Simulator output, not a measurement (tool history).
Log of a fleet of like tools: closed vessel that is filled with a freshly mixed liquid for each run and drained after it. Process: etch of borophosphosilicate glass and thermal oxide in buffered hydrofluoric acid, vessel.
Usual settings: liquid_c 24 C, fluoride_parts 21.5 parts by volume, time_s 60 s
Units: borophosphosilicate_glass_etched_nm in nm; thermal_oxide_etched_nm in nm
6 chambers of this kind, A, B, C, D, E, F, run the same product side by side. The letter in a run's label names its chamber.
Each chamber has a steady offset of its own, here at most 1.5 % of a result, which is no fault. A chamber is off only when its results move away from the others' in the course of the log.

run,day,liquid_c,fluoride_parts,time_s,"read-back film thickness of the borophosphosilicate glass reference wafer, read on the same gauge (nm)","read-back film thickness of the thermal oxide reference wafer, read on the same gauge (nm)",borophosphosilicate_glass_etched_nm,thermal_oxide_etched_nm
1B,0.154,24,21.5,60,130.02,149.99,36.085,33.237
2F,0.375,24,21.5,60,129.97,149.99,36.125,33.493
3D,0.608,24,21.5,60,129.96,149.98,35.696,33.418
4A,0.842,24,21.5,60,130.01,149.99,36.296,33.068
5C,1.058,24,21.5,60,130.02,150.00,35.235,32.988
6E,1.246,24,27.5,90,130.01,149.99,44.990,41.484
7A,1.483,24,27.5,90,129.99,150.00,46.109,42.010
8F,1.625,24,27.5,90,129.99,150.00,45.255,42.090
9B,1.888,24,27.5,90,130.06,150.02,45.467,42.327
10C,2.083,24,27.5,90,130.01,150.01,44.893,41.750
11E,2.333,24,27.5,90,130.02,150.00,45.338,41.498
12D,2.529,24,21.5,60,130.01,149.99,35.953,33.146
13B,2.742,24,21.5,60,130.01,150.04,35.915,33.243
14A,2.862,24,21.5,60,130.00,150.02,36.513,33.108
15D,3.029,24,21.5,60,130.01,149.99,35.888,33.413
16F,3.221,24,21.5,75,129.97,149.99,44.500,41.638
17C,3.358,24,21.5,75,129.97,149.98,44.509,41.290
18E,3.479,24,21.5,75,130.01,149.98,45.109,40.678
# day 3.708: chamber C: thermometer replaced
19F,3.746,24,21.5,75,129.98,150.02,44.857,41.311
20C,3.867,24,21.5,75,129.97,149.99,44.332,41.368
21A,4.033,24,21.5,75,130.02,149.99,45.159,41.226
22D,4.283,24,21.5,60,130.04,149.98,35.949,33.184
23E,4.467,24,21.5,60,130.01,150.01,35.682,32.736
24B,4.679,24,21.5,60,130.00,150.03,36.279,33.165
25C,4.825,24,21.5,60,130.00,150.02,35.490,33.072
26D,5.058,24,21.5,60,130.03,149.97,35.640,33.200
27A,5.238,24,21.5,60,130.00,150.02,36.348,32.839
# day 5.250: chamber A: thermometer replaced
28E,5.358,24,21.5,45,129.99,150.02,26.802,24.519
29F,5.525,24,21.5,45,130.00,150.00,27.083,24.952
30B,5.771,24,21.5,45,130.02,150.03,26.879,24.773
31D,5.917,24,21.5,45,130.03,150.01,26.849,25.042
32E,6.033,24,21.5,45,130.00,149.98,26.951,24.635
33A,6.171,24,21.5,45,129.99,150.02,27.353,24.868
34F,6.367,24,21.5,60,129.96,150.01,35.931,33.408
35B,6.542,24,21.5,60,130.00,149.98,35.893,33.246
36C,6.708,24,25.5,45,129.98,150.00,23.631,22.030
37C,6.925,24,25.5,45,130.04,150.00,23.570,22.041
38D,7.083,24,25.5,45,130.01,150.02,23.741,22.108
39A,7.350,24,25.5,45,129.99,149.99,24.182,22.139

Is one chamber off against the others, does the gauge drift, or is nothing wrong? If a chamber is off, say which, and what the likeliest cause is.

No chamber stands off beyond its own small offset, and the gauge holds steady.

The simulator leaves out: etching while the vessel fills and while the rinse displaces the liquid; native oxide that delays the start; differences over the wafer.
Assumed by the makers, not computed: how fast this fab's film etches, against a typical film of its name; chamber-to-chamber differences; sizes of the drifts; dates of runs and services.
